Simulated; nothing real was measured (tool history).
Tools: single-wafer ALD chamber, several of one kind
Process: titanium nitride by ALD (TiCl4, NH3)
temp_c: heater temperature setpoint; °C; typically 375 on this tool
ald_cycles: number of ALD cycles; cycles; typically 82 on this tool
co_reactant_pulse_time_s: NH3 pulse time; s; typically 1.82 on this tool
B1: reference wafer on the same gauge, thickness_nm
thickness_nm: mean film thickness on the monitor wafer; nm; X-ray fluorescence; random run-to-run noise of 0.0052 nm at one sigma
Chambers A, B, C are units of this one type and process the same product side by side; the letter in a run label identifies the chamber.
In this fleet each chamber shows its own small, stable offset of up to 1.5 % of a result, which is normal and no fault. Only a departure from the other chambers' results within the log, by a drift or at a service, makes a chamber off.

run 1A hour=13.6 | temp_c=375 ald_cycles=82 co_reactant_pulse_time_s=1.82 | B1=1.7707 | thickness_nm=1.7698
run 2B hour=21.2 | temp_c=375 ald_cycles=82 co_reactant_pulse_time_s=1.82 | B1=1.7693 | thickness_nm=1.7670
run 3C hour=29.8 | temp_c=375 ald_cycles=82 co_reactant_pulse_time_s=1.82 | B1=1.7693 | thickness_nm=1.7802
run 4C hour=42.8 | temp_c=375 ald_cycles=82 co_reactant_pulse_time_s=1.82 | B1=1.7711 | thickness_nm=1.7771
run 5B hour=55.9 | temp_c=375 ald_cycles=82 co_reactant_pulse_time_s=1.82 | B1=1.7701 | thickness_nm=1.7660
run 6A hour=63.3 | temp_c=375 ald_cycles=82 co_reactant_pulse_time_s=1.82 | B1=1.7697 | thickness_nm=1.7745
run 7C hour=78.2 | temp_c=380 ald_cycles=82 co_reactant_pulse_time_s=1.82 | B1=1.7690 | thickness_nm=1.7897
run 8A hour=87.1 | temp_c=380 ald_cycles=82 co_reactant_pulse_time_s=1.82 | B1=1.7694 | thickness_nm=1.7760
run 9B hour=100.2 | temp_c=380 ald_cycles=82 co_reactant_pulse_time_s=1.82 | B1=1.7682 | thickness_nm=1.7716
run 10C hour=107.8 | temp_c=375 ald_cycles=82 co_reactant_pulse_time_s=1.82 | B1=1.7702 | thickness_nm=1.7773
run 11A hour=116.4 | temp_c=375 ald_cycles=82 co_reactant_pulse_time_s=1.82 | B1=1.7702 | thickness_nm=1.7679
run 12B hour=125.6 | temp_c=375 ald_cycles=82 co_reactant_pulse_time_s=1.82 | B1=1.7707 | thickness_nm=1.7657
run 13A hour=138.8 | temp_c=375 ald_cycles=82 co_reactant_pulse_time_s=1.82 | B1=1.7698 | thickness_nm=1.7757
run 14C hour=147.7 | temp_c=375 ald_cycles=82 co_reactant_pulse_time_s=1.82 | B1=1.7698 | thickness_nm=1.7721
run 15B hour=159.7 | temp_c=375 ald_cycles=82 co_reactant_pulse_time_s=1.82 | B1=1.7703 | thickness_nm=1.7594
run 16B hour=167.1 | temp_c=375 ald_cycles=82 co_reactant_pulse_time_s=1.82 | B1=1.7706 | thickness_nm=1.7676
run 17A hour=176.6 | temp_c=375 ald_cycles=82 co_reactant_pulse_time_s=1.82 | B1=1.7691 | thickness_nm=1.7721
run 18C hour=187.7 | temp_c=375 ald_cycles=82 co_reactant_pulse_time_s=1.20 | B1=1.7702 | thickness_nm=1.7202
run 19A hour=198.2 | temp_c=375 ald_cycles=82 co_reactant_pulse_time_s=1.20 | B1=1.7703 | thickness_nm=1.7240
run 20C hour=208.3 | temp_c=375 ald_cycles=82 co_reactant_pulse_time_s=1.20 | B1=1.7698 | thickness_nm=1.7184
-- hour=212.4 chamber B: thermocouple changed; heater temperature recalibrated
run 21B hour=215.5 | temp_c=375 ald_cycles=82 co_reactant_pulse_time_s=1.82 | B1=1.7697 | thickness_nm=1.7598
run 22C hour=226.2 | temp_c=375 ald_cycles=82 co_reactant_pulse_time_s=1.82 | B1=1.7694 | thickness_nm=1.7785
run 23B hour=238.2 | temp_c=375 ald_cycles=82 co_reactant_pulse_time_s=1.82 | B1=1.7702 | thickness_nm=1.7587
run 24A hour=253.5 | temp_c=375 ald_cycles=82 co_reactant_pulse_time_s=1.82 | B1=1.7701 | thickness_nm=1.7718
run 25B hour=268.1 | temp_c=375 ald_cycles=82 co_reactant_pulse_time_s=1.82 | B1=1.7715 | thickness_nm=1.7567
run 26C hour=279.4 | temp_c=375 ald_cycles=82 co_reactant_pulse_time_s=1.82 | B1=1.7715 | thickness_nm=1.7691
run 27A hour=292.6 | temp_c=375 ald_cycles=82 co_reactant_pulse_time_s=1.82 | B1=1.7712 | thickness_nm=1.7747
run 28A hour=304.9 | temp_c=375 ald_cycles=82 co_reactant_pulse_time_s=1.82 | B1=1.7693 | thickness_nm=1.7760
run 29B hour=313.0 | temp_c=375 ald_cycles=82 co_reactant_pulse_time_s=1.82 | B1=1.7698 | thickness_nm=1.7635
run 30C hour=327.3 | temp_c=375 ald_cycles=82 co_reactant_pulse_time_s=1.82 | B1=1.7696 | thickness_nm=1.7777
run 31B hour=335.9 | temp_c=375 ald_cycles=82 co_reactant_pulse_time_s=1.82 | B1=1.7697 | thickness_nm=1.7660
run 32A hour=348.5 | temp_c=375 ald_cycles=82 co_reactant_pulse_time_s=1.82 | B1=1.7710 | thickness_nm=1.7693
run 33C hour=360.2 | temp_c=375 ald_cycles=82 co_reactant_pulse_time_s=1.82 | B1=1.7684 | thickness_nm=1.7759
run 34A hour=375.5 | temp_c=375 ald_cycles=82 co_reactant_pulse_time_s=1.82 | B1=1.7701 | thickness_nm=1.7820
run 35B hour=384.1 | temp_c=375 ald_cycles=82 co_reactant_pulse_time_s=1.82 | B1=1.7702 | thickness_nm=1.7638
run 36C hour=399.5 | temp_c=361 ald_cycles=82 co_reactant_pulse_time_s=1.82 | B1=1.7706 | thickness_nm=1.7315
run 37A hour=408.8 | temp_c=361 ald_cycles=82 co_reactant_pulse_time_s=1.82 | B1=1.7698 | thickness_nm=1.7186
run 38B hour=419.5 | temp_c=361 ald_cycles=82 co_reactant_pulse_time_s=1.82 | B1=1.7711 | thickness_nm=1.7147
run 39C hour=433.5 | temp_c=375 ald_cycles=98 co_reactant_pulse_time_s=1.82 | B1=1.7699 | thickness_nm=2.1205
run 40B hour=442.9 | temp_c=375 ald_cycles=98 co_reactant_pulse_time_s=1.82 | B1=1.7702 | thickness_nm=2.1113

Has any chamber moved away from the others, gradually or after a service, or does the common gauge drift, or do the chambers differ only by their own small steady offsets? State the chamber and the most likely cause if one applies.

No chamber is off and the gauge is stable; the differences are just each chamber's small, constant offset.
